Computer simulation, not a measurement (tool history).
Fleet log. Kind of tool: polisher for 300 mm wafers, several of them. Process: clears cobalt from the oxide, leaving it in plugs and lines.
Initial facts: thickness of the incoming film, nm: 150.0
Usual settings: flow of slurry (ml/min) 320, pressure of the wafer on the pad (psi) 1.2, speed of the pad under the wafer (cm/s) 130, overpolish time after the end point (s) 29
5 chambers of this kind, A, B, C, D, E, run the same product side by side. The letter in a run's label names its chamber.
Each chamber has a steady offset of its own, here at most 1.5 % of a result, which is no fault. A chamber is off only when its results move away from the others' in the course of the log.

run	hour	flow of slurry (ml/min)	pressure of the wafer on the pad (psi)	speed of the pad under the wafer (cm/s)	overpolish time after the end point (s)	time until the end point was called (s)	dishing of a wide line in a test structure (angstrom)
# hour 4.9: chamber C: head pressure recalibrated
1C	5	320	1.2	130	29	41.485	546.76
2E	9	320	1.2	130	29	41.254	597.62
3D	14	320	1.2	130	29	42.232	561.25
# hour 15: chamber A: worn pad replaced by a new one
4B	17.3	320	1.2	130	29	42.102	590.41
5A	20.9	320	1.2	130	29	42.873	563.54
6D	25.7	320	1.2	130	29	40.94	578.73
7E	30.2	320	1.2	130	29	41.89	567.37
8A	36.8	320	1.2	130	29	42.803	605.24
9C	41.9	320	1.2	130	29	40.69	577.39
# hour 44.9: chamber C: worn pad replaced by a new one
10B	47.8	320	1.2	130	29	42.494	573.29
11A	54.2	320	1.2	130	29	41.772	564.63
# hour 56.5: chamber E: worn pad replaced by a new one
12B	58.9	320	1.2	130	29	41.172	573.12
13E	63	320	1.2	162	42	34.285	671.82
# hour 66.5: chamber D: worn pad replaced by a new one
# hour 68: chamber A: slurry nozzle cleaned
14D	68.4	320	1.2	162	42	34.133	706.86
15C	73.4	320	1.2	162	42	33.433	694.74
16A	78.9	320	1.2	162	42	33.554	739.54
17D	84.8	320	1.2	162	42	32.501	707.99
18E	90.8	320	1.2	130	29	41.533	570.73
# hour 91: chamber A: worn pad replaced by a new one
19B	94.2	320	1.2	130	29	40.809	586.96
# hour 94.4: chamber C: worn pad replaced by a new one
20C	98.7	320	1.2	130	29	42.316	565.2
21A	103.4	320	1.2	130	29	42.78	544.25
22D	108.5	320	1.2	130	29	42.327	559
23C	114	320	1.2	130	29	40.953	591.43
# hour 116.2: chamber C: slurry nozzle cleaned
24B	118.7	320	1.2	130	29	40.26	586.65
25E	124.5	320	1.2	130	29	42.276	560.84
# hour 127.2: chamber B: worn pad replaced by a new one
26D	130.1	320	1.2	130	29	42.165	584.24
27A	136.4	320	1.2	130	29	41.779	562.94
28E	140.9	320	1.2	130	29	42.056	581.06
29B	147.3	320	1.2	130	29	41.861	584.95
30C	150.7	320	1.2	130	29	42.629	584.19
# hour 151.2: chamber C: worn pad replaced by a new one
31C	154.5	320	1.2	130	29	42.23	562.53
32B	157.5	320	1.2	130	29	41.613	575.69
33A	164.1	320	1.2	130	29	42.25	574.43
# hour 165.6: chamber A: worn pad replaced by a new one
# hour 168.7: chamber D: head pressure recalibrated
34D	169	320	1.2	130	29	40.869	572.14
35E	172.3	320	1.2	130	29	41.909	574.31
# hour 176.3: chamber E: worn pad replaced by a new one
36B	176.9	320	1.2	130	29	41.617	581.51
37E	180.2	320	1.2	130	29	42.59	567.65
# hour 182.8: chamber D: worn pad replaced by a new one
38A	185.5	320	1.2	130	29	41.509	570.58
39C	188.4	320	0.9	130	45	54.186	628.44
40D	193.7	320	0.9	130	45	55.458	615.01
41A	197.4	320	0.9	130	45	56.749	618.09
# hour 200.5: chamber C: worn pad replaced by a new one
42C	204.2	320	0.9	130	45	53.538	609.42
43D	210.4	320	0.9	130	45	55.979	609.03
44B	215.8	320	1.2	130	29	42.509	571.52

Decide between three cases: one chamber stands off from its peers, the gauge reading all wafers drifts, or nothing is wrong past each chamber's small offset. Where a chamber is off, say which and what most likely put it there.

No chamber is off and the gauge is stable; the differences are just each chamber's small, constant offset.

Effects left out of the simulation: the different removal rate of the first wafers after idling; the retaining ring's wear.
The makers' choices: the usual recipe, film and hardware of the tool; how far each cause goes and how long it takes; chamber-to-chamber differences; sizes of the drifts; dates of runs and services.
